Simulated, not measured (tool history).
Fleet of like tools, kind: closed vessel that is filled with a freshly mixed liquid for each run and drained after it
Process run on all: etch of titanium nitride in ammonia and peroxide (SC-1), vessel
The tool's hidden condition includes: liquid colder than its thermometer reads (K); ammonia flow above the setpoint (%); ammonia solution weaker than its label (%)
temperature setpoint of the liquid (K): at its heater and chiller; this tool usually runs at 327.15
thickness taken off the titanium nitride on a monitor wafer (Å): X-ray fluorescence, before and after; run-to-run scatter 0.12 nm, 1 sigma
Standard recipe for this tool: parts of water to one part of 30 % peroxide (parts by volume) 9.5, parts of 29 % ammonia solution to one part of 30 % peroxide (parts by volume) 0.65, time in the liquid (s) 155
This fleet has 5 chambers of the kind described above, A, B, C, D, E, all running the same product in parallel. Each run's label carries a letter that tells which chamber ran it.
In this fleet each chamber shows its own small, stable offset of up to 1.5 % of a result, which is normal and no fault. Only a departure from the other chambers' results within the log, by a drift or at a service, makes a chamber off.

run	day	temperature setpoint of the liquid (K)	parts of water to one part of 30 % peroxide (parts by volume)	parts of 29 % ammonia solution to one part of 30 % peroxide (parts by volume)	time in the liquid (s)	hours since the thermometer was replaced	hours since the ammonia flow meter was replaced	hours since the drum of ammonia solution was connected	read-back film thickness of the titanium nitride reference wafer, read on the same gauge (nm)	thickness taken off the titanium nitride on a monitor wafer (Å)
1D	0.167	327.15	9.5	0.65	155	967.1	957.5	199.7	59.96	245.47
2B	0.379	327.15	9.5	0.65	155	29	1876.9	337.1	59.988	246.8
3E	0.479	327.15	9.5	0.65	155	933.5	287.4	105.2	60.052	246.75
4C	0.658	327.15	9.5	0.65	155	548.9	1548.4	710.9	60	247.01
5A	0.854	330.65	13.5	0.65	155	885.9	33.1	300.9	60	263.57
6B	0.988	330.65	13.5	0.65	155	43.6	1891.5	351.7	60.021	258.88
7A	1.175	330.65	13.5	0.65	155	893.6	40.8	308.6	59.986	261.29
8C	1.317	330.65	13.5	0.65	155	564.7	1564.2	726.7	59.995	260.01
9D	1.446	330.65	13.5	0.65	155	997.8	988.2	230.4	59.976	259.49
10E	1.646	327.15	9.5	0.65	155	961.5	315.4	133.2	59.954	248.76
11C	1.754	327.15	9.5	0.65	155	575.2	1574.7	737.2	59.998	247.85
12D	1.967	327.15	9.5	0.65	155	1010.3	1000.7	242.9	60.05	246.98
13A	2.162	327.15	9.5	0.65	155	917.3	64.5	332.3	60.031	248.92
14B	2.292	327.15	9.5	0.65	155	74.9	1922.8	383	60.005	245.14
15E	2.388	327.15	9.5	0.65	155	979.3	333.2	151	59.998	246.84
16C	2.512	327.15	9.5	0.65	155	593.4	1592.9	755.4	59.985	246.08
17E	2.717	327.15	9.5	0.65	155	987.2	341.1	158.9	59.996	244.49
18A	2.921	327.15	9.5	0.65	155	935.5	82.7	350.5	59.927	247.96
# day 2.996: chamber C: ammonia flow meter replaced
19D	3.142	327.15	9.5	0.65	155	1038.5	1028.9	271.1	59.985	247.86
20B	3.308	327.15	9.5	0.65	155	99.3	1947.2	407.4	59.97	245.21
21D	3.471	327.15	9.5	0.65	155	1046.4	1036.8	279	59.962	245.58
22C	3.65	327.15	9.5	0.65	155	620.7	15.7	782.7	60.009	246.27
23A	3.846	327.15	9.5	0.65	155	957.7	104.9	372.7	59.999	250.92
24B	3.962	320.15	9.5	0.65	155	115	1962.9	423.1	60.007	152.17
25E	4.079	320.15	9.5	0.65	155	1019.9	373.8	191.6	60.035	149.39
26B	4.283	320.15	9.5	0.65	155	122.7	1970.6	430.8	59.923	152.72
27A	4.388	320.15	9.5	0.65	155	970.7	117.9	385.7	60.044	153.85
28D	4.608	320.15	9.5	0.65	155	1073.7	1064.1	306.3	59.957	151.42
29C	4.804	327.15	9.5	0.65	155	648.4	43.4	810.4	60.011	246.61
30E	4.975	327.15	9.5	0.65	155	1041.4	395.3	213.1	60.013	243.79
# day 5.054: chamber A: new drum of ammonia solution connected
31D	5.179	327.15	9.5	0.65	155	1087.4	1077.8	320	59.984	246.44
# day 5.292: chamber D: thermometer replaced
32A	5.296	327.15	9.5	0.65	155	992.5	139.7	5.8	60.026	251.31
33B	5.488	327.15	9.5	0.65	155	151.6	1999.5	459.7	60.039	245.88
34C	5.621	327.15	9.5	0.65	155	668	63	830	59.972	245.68
35E	5.775	327.15	9.5	0.65	155	1060.6	414.5	232.3	59.978	240.99
36C	5.892	327.15	9.5	0.65	155	674.5	69.5	836.5	60.011	247.42
37A	6.038	327.15	9.5	0.65	155	1010.3	157.5	23.6	59.994	249.67
38D	6.246	327.15	9.5	0.65	155	23	1103.4	345.6	60.018	245.65
39B	6.396	327.15	9.5	0.65	155	173.4	2021.3	481.5	60.024	246.07
40E	6.542	327.15	9.5	0.65	155	1079	432.9	250.7	59.991	242.71

Does one chamber stand apart from the rest, does the shared gauge drift, or is all well apart from small per-chamber offsets? Give the chamber and the most likely cause, where there is one.

Little by little, chamber E moves away from the other chambers.
Cause: liquid colder than its thermometer reads (K) = 0.401.

Below are 4 candidate recipes for chamber E's next run, each the usual settings with a change, their results shown as question marks. Which of them brings E's results back in line with what the other chambers give on the usual settings?
Allowed miss from the other chambers' usual-settings mean, per result, to count as in line: thickness taken off the titanium nitride on a monitor wafer (Å) 4.1
41E-1	6.7	327.15	8.5	0.65	155					?
41E-2	6.7	327.15	9.5	0.65	160					?
41E-3	6.7	327.15	10.5	0.65	155					?
41E-4	6.7	327.15	9.5	0.55	155					?

Average result of the remaining chambers running the usual settings: thickness taken off the titanium nitride on a monitor wafer (Å) 247.43
run	thickness taken off the titanium nitride on a monitor wafer (Å)
41E-1	256.01
41E-2	249.56
41E-3	229.44
41E-4	235.13
The answer is 41E-2, which returns the chamber to within the allowed miss of the others.
